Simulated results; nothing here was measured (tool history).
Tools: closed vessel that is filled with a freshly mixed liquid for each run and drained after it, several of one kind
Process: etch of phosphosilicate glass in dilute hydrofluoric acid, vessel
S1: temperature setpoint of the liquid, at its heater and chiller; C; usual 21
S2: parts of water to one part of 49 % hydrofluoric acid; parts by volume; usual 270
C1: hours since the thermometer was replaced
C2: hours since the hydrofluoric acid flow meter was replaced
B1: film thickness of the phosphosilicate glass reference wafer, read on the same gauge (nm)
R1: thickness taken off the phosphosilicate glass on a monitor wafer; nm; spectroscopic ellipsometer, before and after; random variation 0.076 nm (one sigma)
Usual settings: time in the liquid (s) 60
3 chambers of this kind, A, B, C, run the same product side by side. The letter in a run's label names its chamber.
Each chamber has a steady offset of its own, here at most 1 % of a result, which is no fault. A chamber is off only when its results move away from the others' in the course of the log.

{"run": "1C", "hour": 14.2, "S1": 21, "S2": 270, "time in the liquid (s)": 60, "C1": 62.8, "C2": 1655.3, "B1": 49.989, "R1": 9.9819}
{"hour": 16.5, "done": "chamber B: thermometer replaced"}
{"run": "2B", "hour": 28.5, "S1": 21, "S2": 270, "time in the liquid (s)": 60, "C1": 12.1, "C2": 215.6, "B1": 50.012, "R1": 10.053}
{"run": "3A", "hour": 41.8, "S1": 21, "S2": 270, "time in the liquid (s)": 60, "C1": 1173, "C2": 735.7, "B1": 49.998, "R1": 10.159}
{"run": "4B", "hour": 55.5, "S1": 21, "S2": 270, "time in the liquid (s)": 60, "C1": 39.1, "C2": 242.6, "B1": 50.006, "R1": 10.062}
{"run": "5C", "hour": 65.9, "S1": 21, "S2": 270, "time in the liquid (s)": 60, "C1": 114.5, "C2": 1707, "B1": 49.986, "R1": 9.9405}
{"run": "6A", "hour": 78.5, "S1": 21, "S2": 325, "time in the liquid (s)": 60, "C1": 1209.7, "C2": 772.4, "B1": 49.999, "R1": 7.8335}
{"run": "7A", "hour": 86.6, "S1": 21, "S2": 325, "time in the liquid (s)": 60, "C1": 1217.8, "C2": 780.5, "B1": 49.986, "R1": 7.9672}
{"run": "8B", "hour": 101.7, "S1": 21, "S2": 325, "time in the liquid (s)": 60, "C1": 85.3, "C2": 288.8, "B1": 50.022, "R1": 8.0211}
{"run": "9C", "hour": 109.6, "S1": 21, "S2": 270, "time in the liquid (s)": 60, "C1": 158.2, "C2": 1750.7, "B1": 50.007, "R1": 9.9381}
{"run": "10B", "hour": 119.5, "S1": 21, "S2": 270, "time in the liquid (s)": 60, "C1": 103.1, "C2": 306.6, "B1": 50.021, "R1": 10.382}
{"run": "11A", "hour": 127.0, "S1": 21, "S2": 270, "time in the liquid (s)": 60, "C1": 1258.2, "C2": 820.9, "B1": 49.984, "R1": 10.069}
{"run": "12C", "hour": 140.6, "S1": 21, "S2": 270, "time in the liquid (s)": 60, "C1": 189.2, "C2": 1781.7, "B1": 50.005, "R1": 9.9872}
{"run": "13A", "hour": 156.2, "S1": 21, "S2": 270, "time in the liquid (s)": 60, "C1": 1287.4, "C2": 850.1, "B1": 49.999, "R1": 10.089}
{"run": "14C", "hour": 172.2, "S1": 21, "S2": 270, "time in the liquid (s)": 60, "C1": 220.8, "C2": 1813.3, "B1": 49.988, "R1": 9.9962}
{"run": "15B", "hour": 180.5, "S1": 22.5, "S2": 270, "time in the liquid (s)": 60, "C1": 164.1, "C2": 367.6, "B1": 49.986, "R1": 11.105}
{"run": "16A", "hour": 196.0, "S1": 22.5, "S2": 270, "time in the liquid (s)": 60, "C1": 1327.2, "C2": 889.9, "B1": 49.992, "R1": 10.594}
{"run": "17C", "hour": 207.8, "S1": 22.5, "S2": 270, "time in the liquid (s)": 60, "C1": 256.4, "C2": 1848.9, "B1": 50.022, "R1": 10.433}
{"run": "18B", "hour": 217.8, "S1": 21, "S2": 270, "time in the liquid (s)": 60, "C1": 201.4, "C2": 404.9, "B1": 50.031, "R1": 10.595}
{"run": "19A", "hour": 226.3, "S1": 21, "S2": 270, "time in the liquid (s)": 60, "C1": 1357.5, "C2": 920.2, "B1": 49.997, "R1": 10.147}
{"run": "20C", "hour": 236.4, "S1": 21, "S2": 270, "time in the liquid (s)": 60, "C1": 285, "C2": 1877.5, "B1": 49.977, "R1": 9.9684}
{"run": "21B", "hour": 243.5, "S1": 18.5, "S2": 270, "time in the liquid (s)": 80, "C1": 227.1, "C2": 430.6, "B1": 49.985, "R1": 12.911}
{"run": "22B", "hour": 255.6, "S1": 18.5, "S2": 270, "time in the liquid (s)": 80, "C1": 239.2, "C2": 442.7, "B1": 50.009, "R1": 12.971}
{"run": "23A", "hour": 271.9, "S1": 18.5, "S2": 270, "time in the liquid (s)": 80, "C1": 1403.1, "C2": 965.8, "B1": 49.967, "R1": 12.22}
{"run": "24C", "hour": 284.0, "S1": 21, "S2": 270, "time in the liquid (s)": 60, "C1": 332.6, "C2": 1925.1, "B1": 49.979, "R1": 9.927}
{"run": "25C", "hour": 293.7, "S1": 21, "S2": 270, "time in the liquid (s)": 60, "C1": 342.3, "C2": 1934.8, "B1": 50.013, "R1": 10.012}
{"run": "26A", "hour": 308.8, "S1": 21, "S2": 270, "time in the liquid (s)": 60, "C1": 1440, "C2": 1002.7, "B1": 50.025, "R1": 10.163}
{"run": "27B", "hour": 322.6, "S1": 21, "S2": 270, "time in the liquid (s)": 60, "C1": 306.2, "C2": 509.7, "B1": 50.013, "R1": 10.92}
{"run": "28C", "hour": 335.5, "S1": 21, "S2": 270, "time in the liquid (s)": 60, "C1": 384.1, "C2": 1976.6, "B1": 50.039, "R1": 9.976}
{"run": "29A", "hour": 344.7, "S1": 21, "S2": 270, "time in the liquid (s)": 60, "C1": 1475.9, "C2": 1038.6, "B1": 49.975, "R1": 10.153}
{"run": "30B", "hour": 360.2, "S1": 21, "S2": 270, "time in the liquid (s)": 60, "C1": 343.8, "C2": 547.3, "B1": 49.986, "R1": 11.008}

All 3 chambers run these settings next. Forecast each chamber's results:
{"run": "31A", "hour": 372.0, "S1": 23, "S2": 270, "time in the liquid (s)": 60, "R1": "?"}
{"run": "31B", "hour": 372.0, "S1": 23, "S2": 270, "time in the liquid (s)": 60, "R1": "?"}
{"run": "31C", "hour": 372.0, "S1": 23, "S2": 270, "time in the liquid (s)": 60, "R1": "?"}

run=31A R1=10.928
run=31B R1=11.756
run=31C R1=10.813

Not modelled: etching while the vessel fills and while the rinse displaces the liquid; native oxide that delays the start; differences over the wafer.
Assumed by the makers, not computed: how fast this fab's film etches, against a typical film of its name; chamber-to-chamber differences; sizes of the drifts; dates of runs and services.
